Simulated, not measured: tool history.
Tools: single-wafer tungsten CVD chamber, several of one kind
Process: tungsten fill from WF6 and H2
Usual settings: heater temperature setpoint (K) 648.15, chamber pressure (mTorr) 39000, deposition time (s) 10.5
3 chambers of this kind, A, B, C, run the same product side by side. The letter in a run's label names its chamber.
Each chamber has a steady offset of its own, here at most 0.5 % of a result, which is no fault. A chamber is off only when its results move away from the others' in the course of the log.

run	hour	heater temperature setpoint (K)	chamber pressure (mTorr)	deposition time (s)	hours since the last thermocouple change	hours since the last manometer calibration	read-back reference wafer on the same gauge, thickness_nm	mean film thickness on the monitor wafer (Å)
1B	5.2	648.15	39000	10.5	908.8	347.4	23.11	210.36
2A	11.1	648.15	39000	10.5	1830.7	413.5	23.113	209.8
3C	17.4	648.15	39000	10.5	1556	394.7	23.124	211.58
4C	21.5	648.15	39000	10.5	1560.1	398.8	23.117	211.2
5A	29.4	648.15	39000	10.5	1849	431.8	23.131	209.57
6B	33.3	648.15	31200	10.5	936.9	375.5	23.128	189.9
7B	39.8	648.15	31200	10.5	943.4	382	23.137	189.45
8A	46.1	648.15	31200	10.5	1865.7	448.5	23.142	189.34
9C	50.3	648.15	39000	10.5	1588.9	427.6	23.158	211.65
10B	54.3	648.15	39000	10.5	957.9	396.5	23.147	210.83
11A	61.4	648.15	39000	10.5	1881	463.8	23.169	209.87
12C	69.4	648.15	39000	9.7	1608	446.7	23.17	196.18
13A	75.7	648.15	39000	9.7	1895.3	478.1	23.171	194.6
14C	80.8	648.15	39000	9.7	1619.4	458.1	23.172	196.07
15B	88.7	654.15	30200	10.5	992.3	430.9	23.183	212.03
16B	92.3	654.15	30200	10.5	995.9	434.5	23.198	211.73
17A	98.9	654.15	30200	10.5	1918.5	501.3	23.2	211.21
18C	105.1	640.15	39000	10.5	1643.7	482.4	23.2	179.65
19A	109.3	640.15	39000	10.5	1928.9	511.7	23.214	178.41
20B	114	640.15	39000	10.5	1017.6	456.2	23.208	178.94
21C	117.9	648.15	39000	10.5	1656.5	495.2	23.207	212.82
22C	123.3	648.15	39000	10.5	1661.9	500.6	23.213	212.68
23A	129.5	648.15	39000	10.5	1949.1	531.9	23.221	210.84
24B	133.7	648.15	39000	10.5	1037.3	475.9	23.221	211.52
25C	141.6	648.15	39000	10.5	1680.2	518.9	23.236	212.13
26A	147.4	648.15	39000	10.5	1967	549.8	23.241	211.06
27B	151	648.15	39000	10.5	1054.6	493.2	23.251	211.94

What goes on in this fleet: one chamber off, a drifting gauge, or nothing beyond the chambers' own small offsets? Name the chamber and the cause, if any.

The gauge drifts, so all chambers seem to drift together. No chamber is off.
Cause: gauge reads high (%) = 0.652.

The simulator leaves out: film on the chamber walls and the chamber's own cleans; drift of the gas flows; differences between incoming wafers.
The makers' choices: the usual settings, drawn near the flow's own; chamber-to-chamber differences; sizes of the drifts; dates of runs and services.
